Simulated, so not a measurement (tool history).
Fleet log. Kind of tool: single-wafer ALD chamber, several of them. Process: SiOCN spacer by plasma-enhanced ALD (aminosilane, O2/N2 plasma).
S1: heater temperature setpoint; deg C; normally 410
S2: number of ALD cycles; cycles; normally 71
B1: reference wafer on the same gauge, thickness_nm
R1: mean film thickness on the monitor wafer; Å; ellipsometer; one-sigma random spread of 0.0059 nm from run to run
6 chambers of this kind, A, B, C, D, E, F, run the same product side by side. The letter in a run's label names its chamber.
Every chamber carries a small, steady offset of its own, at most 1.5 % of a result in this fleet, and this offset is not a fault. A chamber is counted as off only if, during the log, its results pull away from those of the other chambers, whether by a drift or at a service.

{"run": "1E", "day": 0.217, "S1": 410, "S2": 71, "B1": 3.6492, "R1": 41.503}
{"run": "2F", "day": 0.442, "S1": 410, "S2": 71, "B1": 3.651, "R1": 41.708}
{"run": "3C", "day": 0.717, "S1": 410, "S2": 71, "B1": 3.6516, "R1": 41.583}
{"run": "4B", "day": 0.979, "S1": 410, "S2": 71, "B1": 3.6515, "R1": 40.873}
{"run": "5D", "day": 1.292, "S1": 410, "S2": 71, "B1": 3.652, "R1": 41.832}
{"run": "6A", "day": 1.571, "S1": 410, "S2": 85, "B1": 3.6535, "R1": 49.451}
{"run": "7E", "day": 1.879, "S1": 410, "S2": 85, "B1": 3.6545, "R1": 49.775}
{"run": "8F", "day": 2.071, "S1": 410, "S2": 85, "B1": 3.6531, "R1": 49.82}
{"run": "9A", "day": 2.4, "S1": 410, "S2": 85, "B1": 3.6544, "R1": 49.617}
{"run": "10D", "day": 2.621, "S1": 410, "S2": 85, "B1": 3.6556, "R1": 50.105}
{"run": "11B", "day": 2.95, "S1": 410, "S2": 85, "B1": 3.6556, "R1": 49.079}
{"run": "12C", "day": 3.179, "S1": 410, "S2": 71, "B1": 3.6562, "R1": 41.628}
{"run": "13F", "day": 3.488, "S1": 410, "S2": 71, "B1": 3.6561, "R1": 41.681}
{"run": "14E", "day": 3.633, "S1": 410, "S2": 71, "B1": 3.6573, "R1": 41.634}
{"run": "15A", "day": 3.938, "S1": 410, "S2": 71, "B1": 3.6585, "R1": 41.412}
{"run": "16B", "day": 4.179, "S1": 410, "S2": 71, "B1": 3.6584, "R1": 41.032}
{"run": "17C", "day": 4.342, "S1": 410, "S2": 71, "B1": 3.6587, "R1": 41.601}
{"run": "18D", "day": 4.558, "S1": 410, "S2": 71, "B1": 3.6596, "R1": 41.889}
{"run": "19B", "day": 4.725, "S1": 410, "S2": 71, "B1": 3.658, "R1": 41.077}
{"run": "20A", "day": 4.908, "S1": 410, "S2": 71, "B1": 3.6613, "R1": 41.439}
{"run": "21D", "day": 5.192, "S1": 410, "S2": 71, "B1": 3.66, "R1": 41.942}
{"run": "22C", "day": 5.425, "S1": 410, "S2": 82, "B1": 3.6602, "R1": 48.081}
{"run": "23E", "day": 5.708, "S1": 410, "S2": 82, "B1": 3.6616, "R1": 48.023}
{"run": "24F", "day": 5.875, "S1": 410, "S2": 82, "B1": 3.6607, "R1": 48.279}
{"run": "25E", "day": 6.129, "S1": 410, "S2": 82, "B1": 3.6631, "R1": 48.133}
{"run": "26C", "day": 6.325, "S1": 410, "S2": 82, "B1": 3.661, "R1": 48.17}
{"run": "27B", "day": 6.5, "S1": 410, "S2": 82, "B1": 3.6631, "R1": 47.614}
{"run": "28D", "day": 6.712, "S1": 410, "S2": 71, "B1": 3.6648, "R1": 41.988}
{"run": "29A", "day": 6.921, "S1": 410, "S2": 71, "B1": 3.6631, "R1": 41.504}
{"day": 7.079, "done": "chamber F: thermocouple changed; heater temperature recalibrated"}
{"run": "30F", "day": 7.129, "S1": 410, "S2": 71, "B1": 3.6647, "R1": 41.684}
{"run": "31B", "day": 7.304, "S1": 398, "S2": 77, "B1": 3.6644, "R1": 46.05}
{"run": "32E", "day": 7.6, "S1": 398, "S2": 77, "B1": 3.664, "R1": 46.629}
{"run": "33F", "day": 7.821, "S1": 398, "S2": 77, "B1": 3.6658, "R1": 46.685}
{"run": "34A", "day": 7.975, "S1": 398, "S2": 77, "B1": 3.6657, "R1": 46.523}
{"run": "35C", "day": 8.288, "S1": 398, "S2": 77, "B1": 3.6669, "R1": 46.704}
{"run": "36D", "day": 8.546, "S1": 398, "S2": 77, "B1": 3.6658, "R1": 46.981}
{"run": "37A", "day": 8.842, "S1": 410, "S2": 71, "B1": 3.6678, "R1": 41.547}
{"run": "38C", "day": 9.012, "S1": 410, "S2": 71, "B1": 3.6691, "R1": 41.874}
{"run": "39B", "day": 9.275, "S1": 410, "S2": 71, "B1": 3.6705, "R1": 41.287}
{"run": "40D", "day": 9.462, "S1": 410, "S2": 71, "B1": 3.6688, "R1": 42.083}
{"run": "41F", "day": 9.783, "S1": 417, "S2": 84, "B1": 3.6698, "R1": 48.412}
{"run": "42E", "day": 9.971, "S1": 417, "S2": 84, "B1": 3.6696, "R1": 48.273}
{"run": "43E", "day": 10.267, "S1": 417, "S2": 84, "B1": 3.67, "R1": 48.271}

All chambers now run identical settings, listed one chamber a line with results as question marks. What results will each chamber show?
{"run": "44A", "day": 10.508, "S1": 410, "S2": 71, "R1": "?"}
{"run": "44B", "day": 10.508, "S1": 410, "S2": 71, "R1": "?"}
{"run": "44C", "day": 10.508, "S1": 410, "S2": 71, "R1": "?"}
{"run": "44D", "day": 10.508, "S1": 410, "S2": 71, "R1": "?"}
{"run": "44E", "day": 10.508, "S1": 410, "S2": 71, "R1": "?"}
{"run": "44F", "day": 10.508, "S1": 410, "S2": 71, "R1": "?"}

run=44A R1=41.595
run=44B R1=41.275
run=44C R1=41.729
run=44D R1=42.045
run=44E R1=41.770
run=44F R1=41.871

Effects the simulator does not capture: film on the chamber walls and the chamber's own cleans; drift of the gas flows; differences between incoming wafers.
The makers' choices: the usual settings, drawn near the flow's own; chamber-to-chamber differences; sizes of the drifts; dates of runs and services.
